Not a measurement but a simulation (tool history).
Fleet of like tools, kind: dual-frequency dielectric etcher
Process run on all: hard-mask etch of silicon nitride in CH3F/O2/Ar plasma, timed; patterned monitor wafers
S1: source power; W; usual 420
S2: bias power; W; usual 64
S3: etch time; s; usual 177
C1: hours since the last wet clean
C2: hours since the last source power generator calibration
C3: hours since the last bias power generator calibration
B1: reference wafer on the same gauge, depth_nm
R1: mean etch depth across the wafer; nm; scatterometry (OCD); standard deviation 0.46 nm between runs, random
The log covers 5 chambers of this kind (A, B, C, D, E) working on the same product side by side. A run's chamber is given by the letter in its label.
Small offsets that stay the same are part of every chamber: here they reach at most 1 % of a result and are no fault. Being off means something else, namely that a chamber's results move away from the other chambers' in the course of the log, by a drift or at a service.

run,hour,S1,S2,S3,C1,C2,C3,B1,R1
1E,2.6,420,64,177,441.3,4071.6,833.1,142.08,121.850
2D,6.7,420,64,177,137.8,626.6,184.0,141.98,119.770
3A,10.0,420,64,177,136.9,1684.4,1167.6,141.97,122.590
4B,12.3,420,64,177,425.2,1194.6,424.9,141.94,120.980
5C,14.6,420,64,177,558.9,3593.1,1981.0,141.99,121.610
# hour 16.1: chamber E: wet clean of the chamber
6B,16.9,460,64,145,429.8,1199.2,429.5,142.04,102.700
7A,20.2,460,64,145,147.1,1694.6,1177.8,142.13,104.310
8C,24.6,460,64,145,568.9,3603.1,1991.0,141.96,102.720
9D,27.9,460,64,145,159.0,647.8,205.2,142.07,102.280
# hour 28.8: chamber C: wet clean of the chamber
10E,30.9,460,64,145,14.9,4099.9,861.4,141.99,103.330
11C,35.5,420,64,177,6.8,3614.0,2001.9,141.90,119.860
12D,38.5,420,64,177,169.6,658.4,215.8,141.85,120.170
13A,42.9,420,64,177,169.8,1717.3,1200.5,141.98,122.160
14B,47.5,420,64,177,460.4,1229.8,460.1,141.95,120.390
# hour 47.6: chamber B: wet clean of the chamber
15E,50.1,420,64,177,34.1,4119.1,880.6,142.18,120.640
16D,54.1,420,64,177,185.2,674.0,231.4,142.04,120.060
17B,57.0,420,64,177,9.5,1239.3,469.6,141.93,125.900
18C,61.1,420,64,177,32.4,3639.6,2027.5,141.93,121.160
19E,65.2,420,64,177,49.2,4134.2,895.7,141.95,121.210
20A,67.5,420,64,177,194.4,1741.9,1225.1,141.86,122.020
21A,70.5,420,64,177,197.4,1744.9,1228.1,142.14,122.350
22C,73.1,420,64,177,44.4,3651.6,2039.5,142.01,120.830
23E,77.4,420,64,177,61.4,4146.4,907.9,142.08,121.440
24B,81.6,420,64,177,34.1,1263.9,494.2,142.02,126.720
25D,86.6,420,64,177,217.7,706.5,263.9,141.96,121.470
26A,89.8,470,59,177,216.7,1764.2,1247.4,141.99,124.290
27D,93.3,470,59,177,224.4,713.2,270.6,142.12,122.030
28C,95.5,470,59,177,66.8,3674.0,2061.9,141.89,122.370
29E,99.1,470,59,177,83.1,4168.1,929.6,142.01,123.410
30B,102.9,470,59,177,55.4,1285.2,515.5,142.03,128.460
31E,107.2,420,64,177,91.2,4176.2,937.7,141.90,120.650
32C,111.7,420,64,143,83.0,3690.2,2078.1,141.99,97.292
33A,116.0,420,64,143,242.9,1790.4,1273.6,141.91,99.279
34D,120.1,420,64,143,251.2,740.0,297.4,142.03,97.449
35B,123.5,420,64,143,76.0,1305.8,536.1,141.97,102.200

Predict what each chamber gives when all 5 of them run the settings below next.
36A,127.0,420,64,177,,,,,?
36B,127.0,420,64,177,,,,,?
36C,127.0,420,64,177,,,,,?
36D,127.0,420,64,177,,,,,?
36E,127.0,420,64,177,,,,,?

run,R1
36A,122.170
36B,125.720
36C,120.920
36D,120.510
36E,121.780

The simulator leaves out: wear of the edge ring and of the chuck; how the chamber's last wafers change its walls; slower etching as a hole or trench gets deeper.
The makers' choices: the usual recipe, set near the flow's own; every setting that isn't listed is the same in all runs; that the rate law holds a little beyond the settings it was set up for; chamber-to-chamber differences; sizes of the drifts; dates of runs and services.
